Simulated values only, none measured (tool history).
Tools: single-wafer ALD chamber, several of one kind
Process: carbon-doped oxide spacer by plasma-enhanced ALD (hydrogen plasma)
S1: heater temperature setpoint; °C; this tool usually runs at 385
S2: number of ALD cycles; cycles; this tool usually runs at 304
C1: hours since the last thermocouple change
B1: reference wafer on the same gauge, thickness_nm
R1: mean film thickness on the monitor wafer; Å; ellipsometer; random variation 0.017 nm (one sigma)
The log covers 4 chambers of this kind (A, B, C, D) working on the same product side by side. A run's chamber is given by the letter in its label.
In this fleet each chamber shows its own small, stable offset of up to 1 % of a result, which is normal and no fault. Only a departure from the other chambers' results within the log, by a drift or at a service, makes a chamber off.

run 1A hour=14.8 | S1=385 S2=304 | C1=63.6 | B1=16.699 | R1=151.19
run 2B hour=30.0 | S1=385 S2=304 | C1=37.0 | B1=16.689 | R1=150.69
run 3C hour=39.9 | S1=385 S2=304 | C1=1615.2 | B1=16.690 | R1=152.11
run 4D hour=52.7 | S1=385 S2=304 | C1=733.7 | B1=16.686 | R1=151.48
run 5B hour=59.5 | S1=385 S2=304 | C1=66.5 | B1=16.686 | R1=150.31
run 6C hour=73.8 | S1=385 S2=304 | C1=1649.1 | B1=16.687 | R1=152.01
run 7D hour=85.1 | S1=385 S2=304 | C1=766.1 | B1=16.679 | R1=150.75
run 8A hour=92.4 | S1=385 S2=304 | C1=141.2 | B1=16.685 | R1=151.23
run 9B hour=104.6 | S1=385 S2=304 | C1=111.6 | B1=16.680 | R1=150.41
run 10D hour=112.9 | S1=385 S2=281 | C1=793.9 | B1=16.679 | R1=139.66
run 11A hour=123.6 | S1=385 S2=281 | C1=172.4 | B1=16.670 | R1=139.77
run 12C hour=132.4 | S1=385 S2=281 | C1=1707.7 | B1=16.673 | R1=140.51
run 13B hour=140.2 | S1=385 S2=281 | C1=147.2 | B1=16.671 | R1=139.07
run 14A hour=149.3 | S1=385 S2=304 | C1=198.1 | B1=16.663 | R1=151.28
run 15D hour=159.6 | S1=395 S2=258 | C1=840.6 | B1=16.669 | R1=128.32
run 16C hour=174.7 | S1=395 S2=258 | C1=1750.0 | B1=16.665 | R1=128.63
run 17C hour=183.2 | S1=395 S2=258 | C1=1758.5 | B1=16.658 | R1=128.84
run 18B hour=193.1 | S1=395 S2=258 | C1=200.1 | B1=16.656 | R1=127.51
run 19D hour=206.5 | S1=397 S2=304 | C1=887.5 | B1=16.653 | R1=150.93
run 20A hour=216.2 | S1=397 S2=304 | C1=265.0 | B1=16.649 | R1=150.83
run 21B hour=228.6 | S1=397 S2=304 | C1=235.6 | B1=16.649 | R1=150.41
run 22C hour=243.0 | S1=397 S2=304 | C1=1818.3 | B1=16.644 | R1=151.67
run 23D hour=252.1 | S1=385 S2=304 | C1=933.1 | B1=16.645 | R1=151.05
run 24A hour=260.8 | S1=385 S2=304 | C1=309.6 | B1=16.638 | R1=150.55
run 25C hour=270.8 | S1=385 S2=304 | C1=1846.1 | B1=16.635 | R1=151.67
run 26B hour=279.0 | S1=385 S2=304 | C1=286.0 | B1=16.640 | R1=150.39
run 27A hour=293.3 | S1=385 S2=304 | C1=342.1 | B1=16.637 | R1=150.36
run 28D hour=302.3 | S1=385 S2=304 | C1=983.3 | B1=16.630 | R1=150.88
run 29A hour=314.6 | S1=385 S2=304 | C1=363.4 | B1=16.633 | R1=150.61
run 30C hour=328.1 | S1=385 S2=304 | C1=1903.4 | B1=16.625 | R1=151.74

For the next run the whole fleet of 4 chambers uses the same settings. Give each chamber's results:
run 31A hour=339.4 | S1=392 S2=304 | R1=?
run 31B hour=339.4 | S1=392 S2=304 | R1=?
run 31C hour=339.4 | S1=392 S2=304 | R1=?
run 31D hour=339.4 | S1=392 S2=304 | R1=?

run=31A R1=150.97
run=31B R1=150.06
run=31C R1=151.54
run=31D R1=150.92

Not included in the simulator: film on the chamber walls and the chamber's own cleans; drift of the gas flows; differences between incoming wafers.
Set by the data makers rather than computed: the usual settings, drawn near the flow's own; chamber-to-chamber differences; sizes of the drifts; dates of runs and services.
